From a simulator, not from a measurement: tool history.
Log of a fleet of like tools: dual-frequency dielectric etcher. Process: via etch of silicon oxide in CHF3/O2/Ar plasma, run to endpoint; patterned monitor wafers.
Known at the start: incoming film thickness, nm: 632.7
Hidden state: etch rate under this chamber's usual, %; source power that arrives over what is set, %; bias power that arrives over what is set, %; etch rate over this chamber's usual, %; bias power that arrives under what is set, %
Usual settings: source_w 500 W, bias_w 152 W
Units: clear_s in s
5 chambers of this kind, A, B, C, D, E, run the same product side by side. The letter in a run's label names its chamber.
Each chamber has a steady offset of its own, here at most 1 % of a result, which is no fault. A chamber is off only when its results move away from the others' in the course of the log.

run	hour	source_w	bias_w	hours since the last wet clean	hours since the last source power generator calibration	hours since the last bias power generator calibration	clear_s
1A	7.6	500	152	237.7	2443.5	1407.5	361.36
2D	13	500	152	571.9	878.4	3607.3	363.44
3B	18.8	500	152	173.7	944.1	2532.6	364.61
# hour 24.1: chamber E: wet clean of the chamber
4C	24.3	500	152	372.1	2819.9	3092.9	357.73
# hour 25.9: chamber C: wet clean of the chamber
5E	31.8	500	152	7.7	1182.4	2665	365.47
6A	40.8	600	175	270.9	2476.7	1440.7	322.62
7D	47.3	600	175	606.2	912.7	3641.6	320.65
8C	55.4	600	175	29.5	2851	3124	322.94
# hour 63.1: chamber D: wet clean of the chamber
9B	63.3	600	175	218.2	988.6	2577.1	325.81
10E	67.9	600	175	43.8	1218.5	2701.1	324.13
11A	74.9	500	152	305	2510.8	1474.8	360.56
12E	79.6	500	152	55.5	1230.2	2712.8	368.66
13B	87.6	500	152	242.5	1012.9	2601.4	368.75
14C	94.3	500	152	68.4	2889.9	3162.9	354.91
15D	103.3	500	152	40.3	968.7	3697.6	367.87
16C	108.2	500	152	82.3	2903.8	3176.8	360.82
17E	116.5	500	152	92.4	1267.1	2749.7	365.95
18A	124.9	500	152	355	2560.8	1524.8	365.48
19B	129.2	500	152	284.1	1054.5	2643	366.91
20D	134.8	500	152	71.8	1000.2	3729.1	360.4
21B	143.9	500	152	298.8	1069.2	2657.7	365.68
22D	149.3	390	121	86.3	1014.7	3743.6	439.89
23C	156.5	390	121	130.6	2952.1	3225.1	428.71
24A	162.8	390	121	392.9	2598.7	1562.7	433.71
# hour 165.6: chamber A: wet clean of the chamber
# hour 168: chamber B: wet clean of the chamber
25E	172.3	390	121	148.2	1322.9	2805.5	433.39
26B	181.9	390	121	14	1107.2	2695.7	429.32
27E	191.1	500	152	167	1341.7	2824.3	367.16
28A	198.3	500	152	32.7	2634.2	1598.2	361.13
29D	204.2	500	152	141.2	1069.6	3798.5	361.67
# hour 205.9: chamber A: bias power generator calibrated
30C	210.2	420	121	184.3	3005.8	3278.8	418.96
31A	216.2	420	121	50.6	2652.1	10.4	414.86
32D	224.9	420	121	161.9	1090.3	3819.2	417.92

Next, every chamber runs the same settings. What will each give?
33A	232.1	500	152				?
33B	232.1	500	152				?
33C	232.1	500	152				?
33D	232.1	500	152				?
33E	232.1	500	152				?

run	clear_s
33A	358.27
33B	367.46
33C	356.44
33D	370.64
33E	366.96
